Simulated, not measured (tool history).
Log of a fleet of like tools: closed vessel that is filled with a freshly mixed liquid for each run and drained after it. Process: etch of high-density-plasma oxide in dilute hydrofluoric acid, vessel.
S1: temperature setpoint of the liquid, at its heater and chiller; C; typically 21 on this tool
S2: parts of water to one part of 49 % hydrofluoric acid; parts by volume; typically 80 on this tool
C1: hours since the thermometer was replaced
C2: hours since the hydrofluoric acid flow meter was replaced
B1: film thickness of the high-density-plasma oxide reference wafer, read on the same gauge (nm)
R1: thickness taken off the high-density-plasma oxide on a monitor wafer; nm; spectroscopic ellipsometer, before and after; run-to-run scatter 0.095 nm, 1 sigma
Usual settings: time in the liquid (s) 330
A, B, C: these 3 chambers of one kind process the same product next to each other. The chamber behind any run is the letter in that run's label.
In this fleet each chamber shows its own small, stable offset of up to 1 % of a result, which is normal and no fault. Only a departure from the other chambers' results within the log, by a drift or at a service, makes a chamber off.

run 1A hour=5.8 | S1=21 S2=80 time_in_the_liquid_(s)=330 | C1=946.1 C2=939.6 | B1=30.020 | R1=19.087
run 2C hour=11.7 | S1=21 S2=80 time_in_the_liquid_(s)=330 | C1=3045.1 C2=355.7 | B1=29.992 | R1=19.197
run 3B hour=17.2 | S1=21 S2=80 time_in_the_liquid_(s)=330 | C1=2756.2 C2=829.6 | B1=30.028 | R1=19.058
run 4A hour=22.5 | S1=21 S2=80 time_in_the_liquid_(s)=330 | C1=962.8 C2=956.3 | B1=30.001 | R1=19.335
run 5C hour=31.3 | S1=21 S2=80 time_in_the_liquid_(s)=330 | C1=3064.7 C2=375.3 | B1=30.013 | R1=18.940
run 6B hour=36.8 | S1=21 S2=80 time_in_the_liquid_(s)=330 | C1=2775.8 C2=849.2 | B1=30.025 | R1=19.033
run 7A hour=41.0 | S1=21 S2=80 time_in_the_liquid_(s)=485 | C1=981.3 C2=974.8 | B1=30.020 | R1=28.427
run 8C hour=50.5 | S1=21 S2=80 time_in_the_liquid_(s)=485 | C1=3083.9 C2=394.5 | B1=30.008 | R1=28.029
run 9B hour=57.4 | S1=21 S2=80 time_in_the_liquid_(s)=485 | C1=2796.4 C2=869.8 | B1=30.023 | R1=28.227
run 10A hour=67.0 | S1=21 S2=80 time_in_the_liquid_(s)=330 | C1=1007.3 C2=1000.8 | B1=30.051 | R1=19.208
run 11B hour=71.9 | S1=21 S2=80 time_in_the_liquid_(s)=330 | C1=2810.9 C2=884.3 | B1=30.028 | R1=18.889
-- hour=79.7 chamber C: thermometer replaced
run 12C hour=81.6 | S1=21 S2=80 time_in_the_liquid_(s)=330 | C1=2.0 C2=425.6 | B1=30.045 | R1=19.088
run 13B hour=88.2 | S1=21 S2=80 time_in_the_liquid_(s)=330 | C1=2827.2 C2=900.6 | B1=30.019 | R1=19.119
run 14A hour=93.0 | S1=24 S2=45 time_in_the_liquid_(s)=330 | C1=1033.3 C2=1026.8 | B1=29.987 | R1=40.178
run 15C hour=101.1 | S1=24 S2=45 time_in_the_liquid_(s)=330 | C1=21.5 C2=445.1 | B1=29.959 | R1=39.735
run 16A hour=108.7 | S1=24 S2=45 time_in_the_liquid_(s)=330 | C1=1049.0 C2=1042.5 | B1=29.975 | R1=40.746
run 17B hour=117.5 | S1=21 S2=80 time_in_the_liquid_(s)=330 | C1=2856.5 C2=929.9 | B1=30.025 | R1=19.028
run 18C hour=123.1 | S1=17 S2=80 time_in_the_liquid_(s)=330 | C1=43.5 C2=467.1 | B1=29.998 | R1=16.320
run 19A hour=129.0 | S1=17 S2=80 time_in_the_liquid_(s)=330 | C1=1069.3 C2=1062.8 | B1=29.978 | R1=16.153
run 20C hour=138.0 | S1=17 S2=80 time_in_the_liquid_(s)=330 | C1=58.4 C2=482.0 | B1=30.007 | R1=16.317
run 21B hour=145.8 | S1=21 S2=80 time_in_the_liquid_(s)=330 | C1=2884.8 C2=958.2 | B1=29.994 | R1=19.036
run 22C hour=153.8 | S1=21 S2=80 time_in_the_liquid_(s)=330 | C1=74.2 C2=497.8 | B1=30.005 | R1=19.152
run 23B hour=158.9 | S1=21 S2=80 time_in_the_liquid_(s)=330 | C1=2897.9 C2=971.3 | B1=29.965 | R1=19.099
run 24A hour=164.0 | S1=21 S2=80 time_in_the_liquid_(s)=330 | C1=1104.3 C2=1097.8 | B1=29.983 | R1=19.233
run 25C hour=171.0 | S1=21 S2=80 time_in_the_liquid_(s)=330 | C1=91.4 C2=515.0 | B1=29.994 | R1=19.142
run 26A hour=177.3 | S1=21 S2=80 time_in_the_liquid_(s)=330 | C1=1117.6 C2=1111.1 | B1=30.003 | R1=19.016
run 27B hour=184.5 | S1=21 S2=80 time_in_the_liquid_(s)=330 | C1=2923.5 C2=996.9 | B1=30.010 | R1=19.141
run 28B hour=193.2 | S1=21 S2=80 time_in_the_liquid_(s)=330 | C1=2932.2 C2=1005.6 | B1=29.991 | R1=19.115
run 29A hour=201.7 | S1=21 S2=80 time_in_the_liquid_(s)=330 | C1=1142.0 C2=1135.5 | B1=29.988 | R1=19.291
run 30C hour=208.2 | S1=21 S2=80 time_in_the_liquid_(s)=330 | C1=128.6 C2=552.2 | B1=30.004 | R1=19.234
run 31A hour=216.6 | S1=21 S2=80 time_in_the_liquid_(s)=330 | C1=1156.9 C2=1150.4 | B1=30.031 | R1=19.227

Is one chamber out of step, is the gauge drifting, or do the chambers differ by no more than their own small offsets? For an off chamber, give its letter and the likeliest cause.

No chamber is off and the gauge is stable; the differences are just each chamber's small, constant offset.

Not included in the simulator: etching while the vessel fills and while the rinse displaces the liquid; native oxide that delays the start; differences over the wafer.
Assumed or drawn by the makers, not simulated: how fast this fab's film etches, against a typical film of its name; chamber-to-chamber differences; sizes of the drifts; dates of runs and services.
